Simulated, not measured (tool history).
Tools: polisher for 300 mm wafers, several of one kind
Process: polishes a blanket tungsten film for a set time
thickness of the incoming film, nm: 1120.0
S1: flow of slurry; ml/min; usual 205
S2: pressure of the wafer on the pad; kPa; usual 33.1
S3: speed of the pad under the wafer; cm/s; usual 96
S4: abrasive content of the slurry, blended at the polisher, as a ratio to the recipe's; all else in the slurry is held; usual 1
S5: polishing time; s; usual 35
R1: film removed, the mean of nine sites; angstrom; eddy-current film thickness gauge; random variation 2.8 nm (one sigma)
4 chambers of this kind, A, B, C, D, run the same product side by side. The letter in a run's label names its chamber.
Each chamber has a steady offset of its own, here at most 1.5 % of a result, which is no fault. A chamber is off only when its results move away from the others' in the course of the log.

run,hour,S1,S2,S3,S4,S5,R1
# hour 1.7: chamber C: slurry tank refilled with fresh slurry and peroxide
# hour 4.4: chamber A: worn pad replaced by a new one
1A,13,205,33.1,96,1,35,2285.9
# hour 18.8: chamber B: slurry tank refilled with fresh slurry and peroxide
# hour 20.3: chamber A: slurry tank refilled with fresh slurry and peroxide
2B,21.7,205,33.1,96,1,35,2258
# hour 27.7: chamber D: worn pad replaced by a new one
3C,37.3,205,33.1,96,1,35,2299.5
# hour 39.6: chamber C: worn pad replaced by a new one
4D,44.7,205,33.1,96,1,35,2277.5
# hour 49.3: chamber D: slurry blender recalibrated
# hour 54.3: chamber C: slurry tank refilled with fresh slurry and peroxide
5C,57.9,205,33.1,96,1,47,3107.2
6B,65.3,205,33.1,96,1,47,3037.3
# hour 66.4: chamber A: worn pad replaced by a new one
7A,80.4,205,33.1,96,1,47,3023.8
# hour 83.8: chamber B: worn pad replaced by a new one
8D,87.7,205,33.1,96,1,47,3112.6
# hour 89.6: chamber D: slurry tank refilled with fresh slurry and peroxide
# hour 93.7: chamber C: slurry nozzle cleaned
9D,96.5,205,40,96,1.1,35,2789.5
10A,106.2,205,40,96,1.1,35,2813.7
# hour 112.7: chamber C: slurry tank refilled with fresh slurry and peroxide
11B,120.2,205,40,96,1.1,35,2707
# hour 121.7: chamber C: slurry blender recalibrated
# hour 123.1: chamber D: worn pad replaced by a new one
12C,127.3,205,40,96,1.1,35,2825.2
# hour 132.5: chamber A: worn pad replaced by a new one
13A,136.1,205,33.1,96,1,35,2306.7
# hour 136.9: chamber D: slurry nozzle cleaned
# hour 142.2: chamber C: worn pad replaced by a new one
14B,147.2,205,33.1,96,1,35,2175.7
# hour 148.9: chamber B: slurry tank refilled with fresh slurry and peroxide
15D,157,205,33.1,96,1,35,2278.3
# hour 163.2: chamber C: slurry tank refilled with fresh slurry and peroxide
16C,164.7,205,33.1,96,1,35,2322.9
# hour 167.8: chamber B: worn pad replaced by a new one
17C,174.5,205,33.1,96,1,35,2325.7
18A,184.9,205,33.1,96,1,35,2290.1
# hour 187.3: chamber A: slurry tank refilled with fresh slurry and peroxide
19B,191.6,205,33.1,96,1,35,2110.9
# hour 196.5: chamber D: slurry blender recalibrated
20D,200.2,205,23.4,96,1,35,1626.8
# hour 206: chamber A: worn pad replaced by a new one
21B,211,205,23.4,96,1,35,1460
# hour 217.3: chamber C: slurry tank refilled with fresh slurry and peroxide
22A,220.6,205,23.4,96,1,35,1625.9
# hour 221.7: chamber B: slurry nozzle cleaned
23D,229,205,23.4,96,1,35,1632.3
# hour 233.1: chamber D: worn pad replaced by a new one
# hour 234.9: chamber A: head pressure recalibrated
# hour 238.2: chamber C: worn pad replaced by a new one
24C,238.3,205,33.1,96,1,35,2337.7
# hour 248: chamber A: slurry nozzle cleaned
25B,248.6,205,33.1,96,1,35,2095.4
# hour 252.1: chamber D: slurry tank refilled with fresh slurry and peroxide
26A,264,205,33.1,96,1,35,2275.6
27D,278.1,205,33.1,96,1.1,35,2339.7
# hour 279: chamber C: slurry tank refilled with fresh slurry and peroxide
28C,288.1,205,33.1,96,1.1,35,2409.4

What goes on in this fleet: one chamber off, a drifting gauge, or nothing beyond the chambers' own small offsets? Name the chamber and the cause, if any.

Chamber B drifts away from the others.
Cause: head's pressure below its setpoint, % = 11.4.
The log may not tell that from: abrasive missing from the slurry, %.

Here are 4 candidates for chamber B's next run, each the usual settings with a change, their results left as question marks. Which one brings its results back in line with what the others give on the usual settings?
In line means no further than this from the other chambers' mean on the usual settings: R1 97 angstrom
29B-1,299.3,200,33.1,84,1,35,?
29B-2,299.3,205,33.1,108,1,39,?
29B-3,299.3,200,26.2,96,1,35,?
29B-4,299.3,205,35.2,96,1,37,?

The other chambers' mean on the usual settings: R1 2297.2 angstrom
run,R1
29B-1,1760.3
29B-2,2528.1
29B-3,1598.2
29B-4,2264
29B-4 brings the chamber back in line.
